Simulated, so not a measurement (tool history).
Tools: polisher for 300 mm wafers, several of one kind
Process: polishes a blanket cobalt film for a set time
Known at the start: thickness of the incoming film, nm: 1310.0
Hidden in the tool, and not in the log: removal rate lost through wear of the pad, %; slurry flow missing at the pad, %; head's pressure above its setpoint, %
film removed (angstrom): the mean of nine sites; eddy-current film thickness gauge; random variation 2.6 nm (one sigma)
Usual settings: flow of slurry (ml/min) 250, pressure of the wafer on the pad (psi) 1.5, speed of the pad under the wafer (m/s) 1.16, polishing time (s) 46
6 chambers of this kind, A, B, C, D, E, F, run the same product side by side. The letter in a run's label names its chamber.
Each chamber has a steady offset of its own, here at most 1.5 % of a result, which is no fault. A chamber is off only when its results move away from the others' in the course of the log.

run	day	flow of slurry (ml/min)	pressure of the wafer on the pad (psi)	speed of the pad under the wafer (m/s)	polishing time (s)	wafers polished on this pad	hours since the slurry nozzle was cleaned	hours since the head pressure was calibrated	film removed (angstrom)
# day 0.2: chamber D: worn pad replaced by a new one
1A	0.325	250	1.5	1.16	46	797	602.9	151.8	2120.2
# day 0.546: chamber A: worn pad replaced by a new one
2B	0.771	250	1.5	1.16	46	647	305.7	396.5	2178.8
# day 0.996: chamber F: worn pad replaced by a new one
3D	0.996	250	1.5	1.16	46	267	285.2	840.8	2162.8
4F	1.408	250	1.5	1.16	46	139	196.4	1433.5	2151.2
# day 1.425: chamber F: head pressure recalibrated
# day 1.517: chamber B: worn pad replaced by a new one
5C	1.688	250	1.5	1.16	46	753	511.4	259	2131.5
# day 1.775: chamber C: worn pad replaced by a new one
6E	2.092	250	1.5	1.16	46	706	422.2	760.6	2145.1
7F	2.562	250	1.5	1.16	46	527	224.1	27.3	2170.3
# day 2.821: chamber D: worn pad replaced by a new one
# day 2.908: chamber E: worn pad replaced by a new one
# day 2.933: chamber B: slurry nozzle cleaned
8A	2.979	250	1.5	1.16	46	818	666.6	215.5	2124.6
9B	3.3	250	1.5	1.16	46	599	8.8	457.2	2170.6
# day 3.471: chamber A: worn pad replaced by a new one
10E	3.692	285	1.9	1.16	46	263	460.6	799	2749.3
# day 3.867: chamber B: worn pad replaced by a new one
11D	3.954	285	1.9	1.16	46	380	356.2	911.8	2748.3
12C	4.246	285	1.9	1.16	46	830	572.8	320.4	2785.8
# day 4.358: chamber C: worn pad replaced by a new one
# day 4.608: chamber F: worn pad replaced by a new one
13C	4.662	285	1.9	1.16	46	102	582.8	330.4	2839.1
14D	5.096	285	1.9	1.16	46	764	383.6	939.2	2783.4
# day 5.258: chamber E: worn pad replaced by a new one
15F	5.362	285	1.9	1.16	46	253	291.3	94.5	2748
# day 5.367: chamber C: slurry nozzle cleaned
# day 5.562: chamber D: worn pad replaced by a new one
16A	5.792	250	1.5	1.16	46	779	734.1	283	2085.8
# day 5.95: chamber A: worn pad replaced by a new one
17B	6.183	250	1.5	1.16	46	778	78	526.4	2117
# day 6.221: chamber B: worn pad replaced by a new one
18E	6.621	250	1.5	1.16	46	457	530.9	869.3	2159
19B	7.075	250	1.5	1.16	46	287	99.4	547.8	2143.1
# day 7.262: chamber D: slurry nozzle cleaned
# day 7.467: chamber C: worn pad replaced by a new one
# day 7.512: chamber F: worn pad replaced by a new one
20C	7.517	250	1.5	1.16	46	17	51.7	398.9	2111.6
21E	7.725	165	1.5	1.16	46	828	557.4	895.8	2011.9
22D	8.158	165	1.5	1.16	46	872	21.6	1012.7	2026.7
# day 8.296: chamber E: worn pad replaced by a new one
# day 8.467: chamber D: worn pad replaced by a new one
# day 8.512: chamber A: worn pad replaced by a new one
# day 8.542: chamber B: worn pad replaced by a new one
23A	8.583	165	1.5	1.16	46	24	801.1	350	1995.5
24F	9.038	165	1.5	1.16	46	512	379.5	182.7	2074.1
25D	9.508	165	1.5	1.16	46	350	54	1045.1	2034.5
26F	9.888	165	1.5	1.16	46	798	399.9	203.1	2056.5
# day 9.942: chamber C: worn pad replaced by a new one
27C	10.342	250	1.5	1.16	46	134	119.5	466.7	2202.5
28E	10.692	250	1.5	1.16	46	806	628.6	967	2135.9
# day 10.696: chamber F: worn pad replaced by a new one
# day 10.704: chamber A: slurry nozzle cleaned
# day 10.858: chamber E: head pressure recalibrated
# day 10.933: chamber A: worn pad replaced by a new one
29A	10.983	250	1.5	1.16	46	18	6.7	407.6	2152.9
# day 11.079: chamber E: worn pad replaced by a new one
# day 11.171: chamber D: worn pad replaced by a new one
# day 11.275: chamber B: worn pad replaced by a new one
30B	11.333	250	1.5	1.16	46	20	201.6	650	2180.9
31F	11.554	250	1.5	1.16	46	289	439.9	243.1	2185.5
32A	11.912	250	1.5	1.16	46	330	29	429.9	2145.7
33E	12.254	250	1.5	1.16	46	395	666.1	33.6	2186.9
34C	12.542	250	1.5	1.16	46	874	172.3	519.5	2208.5
35D	12.829	250	1.5	1.16	46	558	133.7	1124.8	2143.8
36B	13.104	250	1.5	1.16	46	615	244.1	692.5	2213.2
# day 13.433: chamber E: worn pad replaced by a new one
37E	13.562	250	1.1	1.16	46	44	697.5	65	1610.4

All 6 chambers run these settings next. Forecast each chamber's results:
38A	13.912	250	1.5	0.86	46				?
38B	13.912	250	1.5	0.86	46				?
38C	13.912	250	1.5	0.86	46				?
38D	13.912	250	1.5	0.86	46				?
38E	13.912	250	1.5	0.86	46				?
38F	13.912	250	1.5	0.86	46				?

run	film removed (angstrom)
38A	1611.9
38B	1588.7
38C	1571.5
38D	1608.5
38E	1616.6
38F	1588.8
